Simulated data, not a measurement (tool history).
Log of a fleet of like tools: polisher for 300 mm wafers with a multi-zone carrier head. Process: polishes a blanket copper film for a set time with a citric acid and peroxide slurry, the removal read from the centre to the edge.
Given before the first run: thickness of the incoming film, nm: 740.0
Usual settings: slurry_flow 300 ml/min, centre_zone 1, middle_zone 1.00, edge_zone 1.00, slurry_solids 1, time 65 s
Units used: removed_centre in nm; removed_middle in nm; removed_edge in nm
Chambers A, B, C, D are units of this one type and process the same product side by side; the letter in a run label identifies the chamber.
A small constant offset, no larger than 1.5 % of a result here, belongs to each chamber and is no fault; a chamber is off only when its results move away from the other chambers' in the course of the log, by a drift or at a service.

At day 0.029: chamber B: worn pad replaced by a new one.
At day 0.267: chamber A: worn pad replaced by a new one.
At day 0.275: chamber B: edge zone pressure recalibrated.
Run 1B, day 0.321: usual settings. Result: removed_centre 152.84 nm, removed_middle 154.46 nm, removed_edge 153.88 nm.
Run 2A, day 0.592: usual settings. Result: removed_centre 155.24 nm, removed_middle 156.93 nm, removed_edge 154.09 nm.
Run 3D, day 0.808: usual settings. Result: removed_centre 151.35 nm, removed_middle 154.93 nm, removed_edge 155.02 nm.
Run 4C, day 1.104: usual settings. Result: removed_centre 156.87 nm, removed_middle 150.20 nm, removed_edge 155.23 nm.
Run 5D, day 1.425: usual settings. Result: removed_centre 150.68 nm, removed_middle 151.94 nm, removed_edge 155.02 nm.
At day 1.479: chamber A: slurry nozzle cleaned.
Run 6C, day 1.879: usual settings but slurry_flow 260 ml/min. Result: removed_centre 152.82 nm, removed_middle 150.44 nm, removed_edge 154.30 nm.
Run 7A, day 2.358: usual settings but slurry_flow 260 ml/min. Result: removed_centre 152.50 nm, removed_middle 156.62 nm, removed_edge 153.93 nm.
Run 8B, day 2.779: usual settings but slurry_flow 260 ml/min. Result: removed_centre 153.14 nm, removed_middle 151.80 nm, removed_edge 152.30 nm.
Run 9D, day 3.046: usual settings but slurry_flow 260 ml/min. Result: removed_centre 146.66 nm, removed_middle 152.81 nm, removed_edge 151.12 nm.
Run 10C, day 3.400: usual settings. Result: removed_centre 155.57 nm, removed_middle 152.52 nm, removed_edge 153.72 nm.
Run 11A, day 3.621: usual settings. Result: removed_centre 158.25 nm, removed_middle 154.58 nm, removed_edge 156.68 nm.
At day 4.046: chamber C: worn pad replaced by a new one.
Run 12B, day 4.083: usual settings. Result: removed_centre 151.50 nm, removed_middle 155.81 nm, removed_edge 152.65 nm.
Run 13B, day 4.375: usual settings. Result: removed_centre 158.06 nm, removed_middle 155.14 nm, removed_edge 153.82 nm.
Run 14D, day 4.633: usual settings. Result: removed_centre 148.58 nm, removed_middle 150.46 nm, removed_edge 151.67 nm.
At day 5.121: chamber D: slurry nozzle cleaned.
Run 15A, day 5.125: usual settings. Result: removed_centre 157.64 nm, removed_middle 155.09 nm, removed_edge 153.79 nm.
Run 16C, day 5.475: usual settings. Result: removed_centre 155.72 nm, removed_middle 153.39 nm, removed_edge 153.67 nm.
At day 5.700: chamber B: worn pad replaced by a new one.
Run 17C, day 5.812: usual settings. Result: removed_centre 154.62 nm, removed_middle 150.23 nm, removed_edge 155.25 nm.
Run 18D, day 6.229: usual settings but middle_zone 0.93, time 74 s. Result: removed_centre 169.40 nm, removed_middle 159.83 nm, removed_edge 171.78 nm.
Run 19B, day 6.625: usual settings but middle_zone 0.93, time 74 s. Result: removed_centre 179.37 nm, removed_middle 165.15 nm, removed_edge 175.46 nm.
At day 6.808: chamber A: edge zone pressure recalibrated.
Run 20A, day 6.846: usual settings but middle_zone 0.93, time 74 s. Result: removed_centre 182.63 nm, removed_middle 164.43 nm, removed_edge 175.73 nm.
Run 21B, day 7.158: usual settings but middle_zone 0.93, time 74 s. Result: removed_centre 176.99 nm, removed_middle 164.27 nm, removed_edge 175.74 nm.
At day 7.388: chamber A: worn pad replaced by a new one.
Run 22C, day 7.517: usual settings. Result: removed_centre 156.24 nm, removed_middle 150.47 nm, removed_edge 154.00 nm.
Run 23D, day 8.000: usual settings. Result: removed_centre 145.23 nm, removed_middle 145.91 nm, removed_edge 147.30 nm.
Run 24A, day 8.488: usual settings. Result: removed_centre 157.06 nm, removed_middle 157.03 nm, removed_edge 157.67 nm.
Run 25D, day 8.917: usual settings. Result: removed_centre 142.76 nm, removed_middle 146.63 nm, removed_edge 147.53 nm.
Run 26B, day 9.296: usual settings but middle_zone 0.93. Result: removed_centre 152.14 nm, removed_middle 146.26 nm, removed_edge 154.83 nm.
At day 9.392: chamber C: worn pad replaced by a new one.
Run 27A, day 9.650: usual settings but middle_zone 0.93. Result: removed_centre 158.09 nm, removed_middle 146.72 nm, removed_edge 156.09 nm.
Run 28C, day 10.042: usual settings but middle_zone 0.93. Result: removed_centre 153.64 nm, removed_middle 144.90 nm, removed_edge 154.64 nm.
Run 29B, day 10.446: usual settings but middle_zone 0.93. Result: removed_centre 156.73 nm, removed_middle 145.41 nm, removed_edge 155.17 nm.
At day 10.542: chamber B: worn pad replaced by a new one.
Run 30A, day 10.679: usual settings. Result: removed_centre 161.17 nm, removed_middle 156.34 nm, removed_edge 155.63 nm.
Run 31D, day 10.954: usual settings. Result: removed_centre 142.60 nm, removed_middle 145.06 nm, removed_edge 144.62 nm.
At day 10.983: chamber A: slurry nozzle cleaned.
Run 32C, day 11.250: usual settings. Result: removed_centre 155.61 nm, removed_middle 151.04 nm, removed_edge 154.35 nm.
Run 33B, day 11.529: usual settings. Result: removed_centre 154.72 nm, removed_middle 156.14 nm, removed_edge 156.67 nm.
Run 34A, day 12.021: usual settings. Result: removed_centre 155.01 nm, removed_middle 153.10 nm, removed_edge 154.28 nm.
Run 35C, day 12.275: usual settings. Result: removed_centre 154.90 nm, removed_middle 151.26 nm, removed_edge 154.82 nm.
Run 36D, day 12.650: usual settings. Result: removed_centre 140.49 nm, removed_middle 140.74 nm, removed_edge 140.68 nm.
Run 37C, day 13.025: usual settings. Result: removed_centre 155.05 nm, removed_middle 152.25 nm, removed_edge 155.42 nm.
At day 13.221: chamber B: centre zone pressure recalibrated.
Run 38B, day 13.396: usual settings. Result: removed_centre 153.47 nm, removed_middle 153.28 nm, removed_edge 154.50 nm.
At day 13.717: chamber A: worn pad replaced by a new one.
Run 39D, day 13.842: usual settings. Result: removed_centre 140.77 nm, removed_middle 141.98 nm, removed_edge 138.29 nm.
Run 40A, day 14.158: usual settings but slurry_flow 370 ml/min, edge_zone 0.95. Result: removed_centre 159.30 nm, removed_middle 157.59 nm, removed_edge 153.29 nm.

Does one chamber stand apart from the rest, does the shared gauge drift, or is all well apart from small per-chamber offsets? Give the chamber and the most likely cause, where there is one.

It is chamber D that slowly wanders off from its peers.
Likeliest cause: removal rate lost through wear of the pad, % = 11.1.

Chamber D could run next with any of the 4 candidate recipes listed below; each alters the usual settings, and their results appear as question marks. Which one brings its results back in line with what the other chambers deliver on the usual settings?
Allowed miss from the other chambers' usual-settings mean, per result, to count as in line: removed_centre 6.40 nm; removed_middle 5.50 nm; removed_edge 3.70 nm
Run 41D-1, day 14.512: usual settings but slurry_flow 305 ml/min, centre_zone 1.02, middle_zone 0.99, time 73 s. Result: removed_centre ?, removed_middle ?, removed_edge ?.
Run 41D-2, day 14.512: usual settings but slurry_flow 295 ml/min, centre_zone 0.98, time 58 s. Result: removed_centre ?, removed_middle ?, removed_edge ?.
Run 41D-3, day 14.512: usual settings but slurry_flow 310 ml/min, centre_zone 1.04, middle_zone 0.99, slurry_solids 1.05, time 82 s. Result: removed_centre ?, removed_middle ?, removed_edge ?.
Run 41D-4, day 14.512: usual settings but slurry_flow 295 ml/min, centre_zone 0.96, middle_zone 1.01, slurry_solids 0.95, time 51 s. Result: removed_centre ?, removed_middle ?, removed_edge ?.

What the other chambers average on the usual settings: removed_centre 155.73 nm; removed_middle 154.64 nm; removed_edge 154.61 nm
  run  removed_centre  removed_middle  removed_edge
41D-1          155.45          155.19        155.51
41D-2          117.75          124.04        123.23
41D-3          180.54          176.38        176.70
41D-4          100.14          108.91        107.19
41D-1 brings the chamber back in line.

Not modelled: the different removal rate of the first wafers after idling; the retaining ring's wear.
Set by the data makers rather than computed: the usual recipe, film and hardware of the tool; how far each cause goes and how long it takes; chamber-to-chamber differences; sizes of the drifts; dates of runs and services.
